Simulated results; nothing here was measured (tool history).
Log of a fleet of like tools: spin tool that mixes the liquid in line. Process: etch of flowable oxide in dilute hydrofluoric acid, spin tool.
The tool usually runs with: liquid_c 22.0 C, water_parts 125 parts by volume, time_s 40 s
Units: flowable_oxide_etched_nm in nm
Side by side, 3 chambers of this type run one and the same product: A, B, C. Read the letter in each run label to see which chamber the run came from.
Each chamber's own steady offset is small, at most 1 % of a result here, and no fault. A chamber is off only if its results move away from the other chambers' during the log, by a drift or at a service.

run,hour,liquid_c,water_parts,time_s,hours since the thermometer was replaced,hours since the hydrofluoric acid flow meter was replaced,"read-back film thickness of the flowable oxide reference wafer, read on the same gauge (nm)",flowable_oxide_etched_nm
1C,3.8,22.0,125,40,809.6,146.4,89.995,9.1552
2A,8.0,22.0,125,40,1549.1,134.2,90.050,9.1567
3B,11.2,22.0,125,40,691.3,318.3,90.022,9.0505
4C,14.8,22.0,125,40,820.6,157.4,89.980,9.1239
5B,18.1,22.0,125,40,698.2,325.2,90.025,9.0949
6A,22.0,22.0,125,40,1563.1,148.2,89.991,9.2592
7C,24.2,22.0,125,40,830.0,166.8,89.975,9.1404
8B,27.9,22.0,125,40,708.0,335.0,89.953,9.0393
9A,31.5,22.0,125,40,1572.6,157.7,90.039,9.2679
10C,35.7,22.0,125,40,841.5,178.3,90.029,9.1222
11B,38.3,22.0,125,40,718.4,345.4,89.995,9.1122
12A,42.1,22.0,125,40,1583.2,168.3,89.998,9.2896
13A,44.7,22.0,125,40,1585.8,170.9,89.972,9.2999
14C,49.1,22.0,125,40,854.9,191.7,89.997,9.1863
15B,52.0,22.0,125,40,732.1,359.1,90.024,9.0616
16C,55.6,22.0,125,40,861.4,198.2,89.975,9.1155
17A,59.0,22.0,125,40,1600.1,185.2,89.990,9.3847
18B,63.4,22.0,125,40,743.5,370.5,89.977,9.0879
19B,67.5,22.0,125,40,747.6,374.6,90.026,9.0758
20C,70.5,27.0,95,40,876.3,213.1,90.008,15.1290
21A,73.7,27.0,95,40,1614.8,199.9,90.031,15.6920
22C,76.3,27.0,95,40,882.1,218.9,90.009,15.1560
23A,80.8,22.0,125,40,1621.9,207.0,89.986,9.4845

Each of the 3 chambers runs these same settings next. Fill in every chamber's results:
24A,84.1,24.5,125,40,,,,?
24B,84.1,24.5,125,40,,,,?
24C,84.1,24.5,125,40,,,,?

run,flowable_oxide_etched_nm
24A,10.4700
24B,9.9200
24C,10.0700
